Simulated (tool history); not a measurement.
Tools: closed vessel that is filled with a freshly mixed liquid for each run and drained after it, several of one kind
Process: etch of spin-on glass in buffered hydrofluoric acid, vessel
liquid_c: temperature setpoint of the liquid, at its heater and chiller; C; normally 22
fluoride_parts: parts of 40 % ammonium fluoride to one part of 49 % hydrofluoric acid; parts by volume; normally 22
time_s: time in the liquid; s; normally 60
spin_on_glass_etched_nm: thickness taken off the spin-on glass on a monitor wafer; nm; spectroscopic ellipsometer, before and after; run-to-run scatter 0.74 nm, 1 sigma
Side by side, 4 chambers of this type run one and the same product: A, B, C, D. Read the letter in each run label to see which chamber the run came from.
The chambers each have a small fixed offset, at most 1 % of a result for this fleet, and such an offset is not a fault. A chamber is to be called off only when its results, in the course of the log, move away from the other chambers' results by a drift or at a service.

run	hour	liquid_c	fluoride_parts	time_s	read-back film thickness of the spin-on glass reference wafer, read on the same gauge (nm)	spin_on_glass_etched_nm
1B	9.6	22	22	60	109.99	92.511
2A	20.1	22	22	60	110.00	91.412
3D	26.1	22	22	60	110.00	93.011
4C	33.4	22	22	60	110.01	91.076
5C	40.2	22	28	40	110.01	51.528
6D	45.3	22	28	40	109.99	51.859
7A	55.0	22	28	40	110.00	50.764
8B	63.1	22	28	40	110.00	51.758
9D	69.6	22	22	60	109.99	91.360
10A	78.8	22	22	60	110.00	91.729
11B	88.4	22	22	60	110.01	92.371
12C	96.8	22	22	60	110.00	92.453
13B	104.9	22	22	60	110.00	92.353
14C	115.5	22	22	60	109.99	91.418
15A	123.6	22	22	60	109.98	91.336
16D	132.2	22	22	60	109.99	91.142
17C	139.9	22	22	60	110.01	91.087
18B	150.8	22	22	60	110.01	93.590
19A	162.2	22	22	60	110.01	91.308
20D	172.9	22	22	60	110.01	88.517
21B	179.4	22	22	60	109.99	92.129
22A	189.6	22	22	60	110.00	90.775
23D	199.0	22	22	60	109.99	87.440
24C	208.0	22	22	60	110.02	92.376
25C	216.3	22	22	60	110.00	91.739
26B	227.3	22	22	60	109.99	93.138
27D	233.0	22	22	30	109.99	43.716
28A	238.9	22	22	30	109.98	45.890
29C	245.3	22	22	30	109.99	46.830
30A	256.4	22	22	30	110.00	46.220
31D	266.3	22	22	60	109.99	86.320
32B	275.6	26	22	60	109.98	113.910
33D	281.2	26	22	60	110.00	106.660
34B	286.3	26	22	60	110.00	116.370
35A	291.7	26	22	60	110.00	113.030
36C	301.4	25	22	60	110.00	108.070
37A	307.6	25	22	60	110.02	106.560
38C	317.5	25	22	60	109.99	109.570
39B	327.8	25	22	60	110.02	110.010
40D	339.3	22	22	60	109.98	84.442
41B	348.2	22	22	60	110.01	90.146
42A	355.9	22	22	60	110.01	91.391

Next, every chamber runs the same settings. What will each give?
43A	364.2	22	29	60		?
43B	364.2	22	29	60		?
43C	364.2	22	29	60		?
43D	364.2	22	29	60		?

run	spin_on_glass_etched_nm
43A	75.107
43B	76.504
43C	75.771
43D	70.082
